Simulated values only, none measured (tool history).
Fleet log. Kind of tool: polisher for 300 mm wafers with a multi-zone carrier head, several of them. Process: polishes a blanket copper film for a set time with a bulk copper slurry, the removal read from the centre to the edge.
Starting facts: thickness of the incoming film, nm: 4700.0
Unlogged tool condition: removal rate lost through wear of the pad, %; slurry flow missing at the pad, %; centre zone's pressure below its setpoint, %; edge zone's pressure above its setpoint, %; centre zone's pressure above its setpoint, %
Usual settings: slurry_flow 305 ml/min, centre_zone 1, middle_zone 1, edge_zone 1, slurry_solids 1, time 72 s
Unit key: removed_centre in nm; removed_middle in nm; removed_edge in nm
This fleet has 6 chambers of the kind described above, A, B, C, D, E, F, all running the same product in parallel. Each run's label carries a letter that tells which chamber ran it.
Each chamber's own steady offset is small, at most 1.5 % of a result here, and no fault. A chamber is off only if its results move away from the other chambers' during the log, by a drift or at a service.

run    day  slurry_flow  centre_zone  middle_zone  edge_zone  slurry_solids  time  wafers polished on this pad  hours since the slurry nozzle was cleaned  hours since the centre zone pressure was calibrated  hours since the edge zone pressure was calibrated  removed_centre  removed_middle  removed_edge
     0.042  -- chamber F: worn pad replaced by a new one
 1E  0.175          305            1            1          1              1    72                          889                                      325.5                                                353.1                                              358.2          744.23          742.24        723.26
     0.321  -- chamber E: worn pad replaced by a new one
 2A  0.338          305            1            1          1              1    72                          277                                      492.9                                                857.6                                              289.9          732.08           735.5        734.34
 3C  0.442          305            1            1          1              1    72                          436                                       23.3                                                336.5                                              260.7          735.35          734.88         728.7
 4F  0.562          305            1            1          1              1    72                          174                                      294.3                                               1084.8                                             1083.9          733.06          736.57        721.97
 5B  0.733          305            1            1          1              1    72                         1030                                      170.7                                               1205.3                                                463          728.15          728.77        730.23
     0.833  -- chamber C: edge zone pressure recalibrated
 6D  0.846          305            1            1          1              1    72                          353                                      289.6                                                419.8                                              319.8          728.85          720.85        734.81
 7F  0.946          305            1            1          1              1    72                          301                                      303.5                                                 1094                                             1093.1           758.3          723.94        733.58
 8C    1.1          305            1            1          1              1    72                          655                                       39.1                                                352.3                                                6.4          734.55           735.6        732.34
 9E  1.246          305            1            1          1              1    72                          308                                      351.2                                                378.8                                              383.9             736          725.65         713.5
10A  1.412          305            1            1          1              1    72                          634                                      518.7                                                883.4                                              315.7          733.18           733.9        735.85
     1.475  -- chamber D: worn pad replaced by a new one
     1.483  -- chamber B: worn pad replaced by a new one
11D  1.546          305            1            1          1              1    72                           24                                      306.4                                                436.6                                              336.6          718.83          736.81        739.49
12B  1.654          305            1            1          1              1    72                           57                                      192.8                                               1227.4                                              485.1           720.6          736.51        721.35
13E  1.746          305            1            1          1              1    72                          474                                      363.2                                                390.8                                              395.9          723.32          713.77        723.15
14C  1.929          305            1            1          1              1    72                          931                                         59                                                372.2                                               26.3          737.24          758.47        728.27
15B  2.117          305            1            1          1              1    72                          211                                      203.9                                               1238.5                                              496.2          729.27          738.17        738.61
16A  2.238          305            1         0.95          1           0.85    72                          909                                      538.5                                                903.2                                              335.5          686.91          667.44        708.34
     2.358  -- chamber C: worn pad replaced by a new one
17D  2.383          305            1         0.95          1           0.85    72                          303                                      326.5                                                456.7                                              356.7          691.13          671.07         709.9
18F  2.479          305            1         0.95          1           0.85    72                          812                                      340.3                                               1130.8                                             1129.9          704.66          679.62        713.06
19E  2.625          305            1         0.95          1           0.85    72                          767                                      384.3                                                411.9                                                417             710          656.46        692.02
     2.717  -- chamber B: edge zone pressure recalibrated
20A  2.717          305            1         0.95          1           0.85    72                         1069                                        550                                                914.7                                                347          682.77          674.55         702.7
21C  2.867          305            1         0.95          1           0.85    72                          170                                       81.5                                                394.7                                               48.8          708.31          677.39         706.8
     2.871  -- chamber D: edge zone pressure recalibrated
22D  3.017          305            1            1          1              1    83                          514                                      341.7                                                471.9                                                3.5          849.91          834.84         849.3
23F  3.117          305            1            1          1              1    83                         1024                                      355.6                                               1146.1                                             1145.2          851.69          845.59        833.72
24B  3.267          305            1            1          1              1    83                          594                                      231.5                                               1266.1                                               13.3          848.56          848.94        848.97
25C  3.383          305            1            1          1              1    83                          342                                       93.9                                                407.1                                               61.2          857.94          843.39        853.97
26E  3.512          305            1            1          1              1    83                         1063                                      405.6                                                433.2                                              438.3           848.4          843.18        830.57
     3.542  -- chamber D: worn pad replaced by a new one
     3.596  -- chamber E: worn pad replaced by a new one
27A  3.633          305            1            1          1              1    83                         1374                                        572                                                936.7                                                369          806.76           855.1        834.56
28B  3.721          305            1            1          1              1    72                          745                                      242.4                                                 1277                                               24.2           734.2          740.42        727.18
29D  3.858          305            1            1          1              1    72                          106                                      361.9                                                492.1                                               23.7          734.15          721.15        741.92
30F  3.975          235            1            1          1            0.7    72                         1310                                      376.2                                               1166.7                                             1165.8           671.5           662.6        660.01
     4.008  -- chamber A: worn pad replaced by a new one
31D  4.108          235            1            1          1            0.7    72                          189                                      367.9                                                498.1                                               29.7          658.72          653.79        662.55
32B  4.292          235            1            1          1            0.7    72                          935                                      256.1                                               1290.7                                               37.9          647.75          672.92        652.37
33A  4.458          235            1            1          1            0.7    72                          150                                      591.8                                                956.5                                              388.8          605.94          658.35         663.1
     4.517  -- chamber B: centre zone pressure recalibrated
     4.533  -- chamber F: slurry nozzle cleaned
34F  4.588          235            1            1          1            0.7    72                         1514                                        1.3                                               1181.4                                             1180.5           671.5          670.75        664.23
35C  4.696          235            1            1          1            0.7    72                          779                                      125.4                                                438.6                                               92.7           659.8          660.57        664.28
36E  4.842          305            1            1          1              1    72                          415                                      437.5                                                465.1                                              470.2          746.59          734.96         725.2
37B  5.008          305            1            1          1              1    72                         1174                                      273.3                                                 11.8                                               55.1          725.66          738.94         727.1
38A  5.121          305            1            1          1              1    72                          371                                      607.7                                                972.4                                              404.7          667.46          726.73        729.01

Next, every chamber runs the same settings. What will each give?
39A  5.258          305            1            1          1              1    72                                                                                                                                                                                               ?               ?             ?
39B  5.258          305            1            1          1              1    72                                                                                                                                                                                               ?               ?             ?
39C  5.258          305            1            1          1              1    72                                                                                                                                                                                               ?               ?             ?
39D  5.258          305            1            1          1              1    72                                                                                                                                                                                               ?               ?             ?
39E  5.258          305            1            1          1              1    72                                                                                                                                                                                               ?               ?             ?
39F  5.258          305            1            1          1              1    72                                                                                                                                                                                               ?               ?             ?

run  removed_centre  removed_middle  removed_edge
39A          668.09          726.52        740.21
39B          738.98          746.34         732.4
39C          720.19          747.03        726.67
39D          732.59          727.03        737.98
39E          739.09          729.55        721.46
39F          756.63          746.55        725.15

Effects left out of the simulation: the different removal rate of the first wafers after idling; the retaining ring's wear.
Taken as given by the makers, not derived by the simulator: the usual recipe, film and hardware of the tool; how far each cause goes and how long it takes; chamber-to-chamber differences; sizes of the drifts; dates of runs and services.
